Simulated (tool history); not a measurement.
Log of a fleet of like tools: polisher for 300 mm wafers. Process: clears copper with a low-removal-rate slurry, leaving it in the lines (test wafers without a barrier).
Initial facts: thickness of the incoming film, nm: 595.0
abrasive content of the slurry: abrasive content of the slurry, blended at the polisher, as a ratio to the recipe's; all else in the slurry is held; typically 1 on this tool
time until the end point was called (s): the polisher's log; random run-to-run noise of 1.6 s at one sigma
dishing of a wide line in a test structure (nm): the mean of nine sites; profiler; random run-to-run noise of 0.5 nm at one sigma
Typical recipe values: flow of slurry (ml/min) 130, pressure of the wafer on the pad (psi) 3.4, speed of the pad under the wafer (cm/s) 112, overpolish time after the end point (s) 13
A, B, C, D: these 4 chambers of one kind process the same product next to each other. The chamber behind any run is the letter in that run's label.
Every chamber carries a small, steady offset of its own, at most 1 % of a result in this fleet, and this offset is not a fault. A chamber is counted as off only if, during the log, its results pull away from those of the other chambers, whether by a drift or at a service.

run   hour  flow of slurry (ml/min)  pressure of the wafer on the pad (psi)  speed of the pad under the wafer (cm/s)  abrasive content of the slurry  overpolish time after the end point (s)  wafers polished on this pad  hours since the slurry nozzle was cleaned  hours since the head pressure was calibrated  hours since the slurry blender was calibrated  time until the end point was called (s)  dishing of a wide line in a test structure (nm)
 1C    6.1                      130                                     3.4                                      112                               1                                       13                          421                                      251.4                                         128.3                                          128.5                                   191.89                                           25.874
 2A     10                      130                                     3.4                                      112                               1                                       13                          219                                       39.6                                         803.2                                            145                                   188.26                                            26.38
        12  -- chamber B: worn pad replaced by a new one
 3D   15.6                      130                                     3.4                                      112                               1                                       13                          599                                      221.7                                          92.1                                           62.8                                   192.59                                           26.161
 4B   23.2                      130                                     3.4                                      112                               1                                       13                          102                                      403.8                                          47.6                                          378.8                                    187.9                                           26.492
 5C   30.8                      130                                     3.4                                      112                               1                                       13                          645                                      276.1                                           153                                          153.2                                   189.55                                            26.01
      33.9  -- chamber B: slurry blender recalibrated
 6A     38                      130                                     3.4                                      112                               1                                       13                          473                                       67.6                                         831.2                                            173                                   186.62                                            26.14
 7D   41.8                      130                                     3.4                                      112                               1                                       13                          837                                      247.9                                         118.3                                             89                                   186.99                                           25.898
      43.3  -- chamber D: worn pad replaced by a new one
      43.4  -- chamber A: slurry blender recalibrated
 8B   49.4                      130                                     3.4                                      112                               1                                       13                          340                                        430                                          73.8                                           15.6                                   185.54                                           27.217
 9C   55.3                      130                                     3.4                                      112                               1                                       13                          868                                      300.6                                         177.5                                          177.7                                   191.27                                           26.321
10D   61.1                      130                                     3.4                                      112                               1                                       13                          161                                      267.2                                         137.6                                          108.3                                   188.26                                           26.182
11B   67.3                      130                                     4.3                                      112                               1                                       13                          502                                      447.9                                          91.7                                           33.5                                   147.56                                           31.708
12A   71.1                      130                                     4.3                                      112                               1                                       13                          773                                      100.7                                         864.3                                           27.7                                   148.39                                           31.401
13A   78.4                      130                                     4.3                                      112                               1                                       13                          840                                        108                                         871.6                                             35                                   151.16                                           31.654
14C   83.8                      130                                     4.3                                      112                               1                                       13                         1126                                      329.1                                           206                                          206.2                                   153.27                                           31.611
      86.3  -- chamber B: worn pad replaced by a new one
15B   89.2                      130                                     3.4                                      112                               1                                       13                           26                                      469.8                                         113.6                                           55.4                                   186.42                                           26.118
16D   95.7                      130                                     3.4                                      112                               1                                       13                          475                                      301.8                                         172.2                                          142.9                                   191.14                                           26.765
17D  100.6                      130                                     3.4                                      112                             0.8                                       13                          520                                      306.7                                         177.1                                          147.8                                   197.65                                           25.803
     101.2  -- chamber A: worn pad replaced by a new one
18B  107.5                      130                                     3.4                                      112                             0.8                                       13                          192                                      488.1                                         131.9                                           73.7                                   199.49                                           25.361
19C    114                      130                                     3.4                                      112                             0.8                                       13                         1400                                      359.3                                         236.2                                          236.4                                   207.67                                           24.495
20A    122                      130                                     3.4                                      112                             0.8                                       13                          189                                      151.6                                         915.2                                           78.6                                    199.4                                            24.13
21A  129.5                      130                                     3.4                                      112                               1                                       13                          257                                      159.1                                         922.7                                           86.1                                   186.33                                           26.056
       133  -- chamber C: slurry blender recalibrated
22D  133.6                      130                                     3.4                                      112                               1                                       13                          819                                      339.7                                         210.1                                          180.8                                   187.34                                           26.289
     139.5  -- chamber D: worn pad replaced by a new one
23B  139.9                      130                                     3.4                                      112                               1                                       13                          486                                      520.5                                         164.3                                          106.1                                   187.87                                            25.84
24C  144.4                      130                                     3.4                                      112                               1                                       13                         1676                                      389.7                                         266.6                                           11.4                                   199.34                                           24.657
25B  150.5                      130                                     3.4                                      112                               1                                       13                          582                                      531.1                                         174.9                                          116.7                                   186.23                                            26.18
26D  154.1                      130                                     3.4                                      112                               1                                       13                          133                                      360.2                                         230.6                                          201.3                                   187.53                                           27.033
27C  159.8                      130                                     3.8                                      112                               1                                       13                         1816                                      405.1                                           282                                           26.8                                   179.68                                           27.117
     166.9  -- chamber B: worn pad replaced by a new one
28A  167.4                      130                                     3.8                                      112                               1                                       13                          601                                        197                                         960.6                                            124                                   170.66                                           28.818
29A  173.9                      130                                     3.8                                      112                               1                                       13                          660                                      203.5                                         967.1                                          130.5                                   169.17                                            28.57
30C  177.7                      130                                     3.8                                      112                               1                                       13                         1978                                        423                                         299.9                                           44.7                                   185.39                                           26.876
31B  184.5                      130                                     3.4                                      112                               1                                       13                          160                                      565.1                                         208.9                                          150.7                                   187.56                                           26.152
     189.5  -- chamber A: slurry blender recalibrated
32D  190.6                      130                                     3.4                                      112                               1                                       13                          464                                      396.7                                         267.1                                          237.8                                   192.28                                           26.121
     194.8  -- chamber A: worn pad replaced by a new one
33A  196.9                      130                                     3.4                                      112                               1                                       13                           19                                      226.5                                         990.1                                            7.5                                   189.26                                           25.262
34D    205                      130                                     3.4                                      112                               1                                       13                          594                                      411.1                                         281.5                                          252.2                                   187.99                                           26.198
35B  210.7                      130                                     3.4                                      112                               1                                       13                          397                                      591.3                                         235.1                                          176.9                                   189.51                                           26.158
36C  215.9                      130                                     3.4                                      112                               1                                       13                         2325                                      461.2                                         338.1                                           82.9                                   209.63                                           24.383
37D  221.7                      130                                     3.4                                      150                               1                                       13                          746                                      427.8                                         298.2                                          268.9                                   142.44                                           31.852
38A  225.4                      130                                     3.4                                      150                               1                                       13                          277                                        255                                        1018.6                                             36                                   143.16                                           32.194
39B  232.9                      130                                     3.4                                      150                               1                                       13                          599                                      613.5                                         257.3                                          199.1                                   139.06                                           32.701
40C  239.1                      130                                     3.4                                      150                               1                                       13                         2535                                      484.4                                         361.3                                          106.1                                   155.34                                           30.242

One chamber off, gauge drift, or nothing amiss beyond the chambers' own small offsets? If it is a chamber, which one, and what is the likeliest cause?

One chamber, C, drifts off from the rest bit by bit.
Cause: removal rate lost through wear of the pad, % = 10.2.
The log might look much the same if the cause were instead: slurry flow missing at the pad, %; head's pressure below its setpoint, %.

Chamber C could run next with any of the 4 candidate recipes listed below; each alters the usual settings, and their results appear as question marks. Which one brings its results back in line with what the other chambers deliver on the usual settings?
Counts as in line when no further than this from what the other chambers average on the usual settings: time until the end point was called (s) 5.8; dishing of a wide line in a test structure (nm) 1.8
41C-1  244.9                      130                                     3.5                                      114                               1                                       13                                                                                                                                                                                                             ?                                                ?
41C-2  244.9                      130                                     3.3                                      110                               1                                       13                                                                                                                                                                                                             ?                                                ?
41C-3  244.9                      130                                     3.6                                      118                               1                                       13                                                                                                                                                                                                             ?                                                ?
41C-4  244.9                      130                                     3.2                                      106                               1                                       13                                                                                                                                                                                                             ?                                                ?

On the usual settings, the other chambers give on average: time until the end point was called (s) 189.19; dishing of a wide line in a test structure (nm) 26.226
  run  time until the end point was called (s)  dishing of a wide line in a test structure (nm)
41C-1                                   201.79                                           25.431
41C-2                                   221.87                                           23.508
41C-3                                   189.46                                           26.766
41C-4                                   237.55                                           22.203
41C-3 is the one that brings the chamber's results back in line with the other chambers.
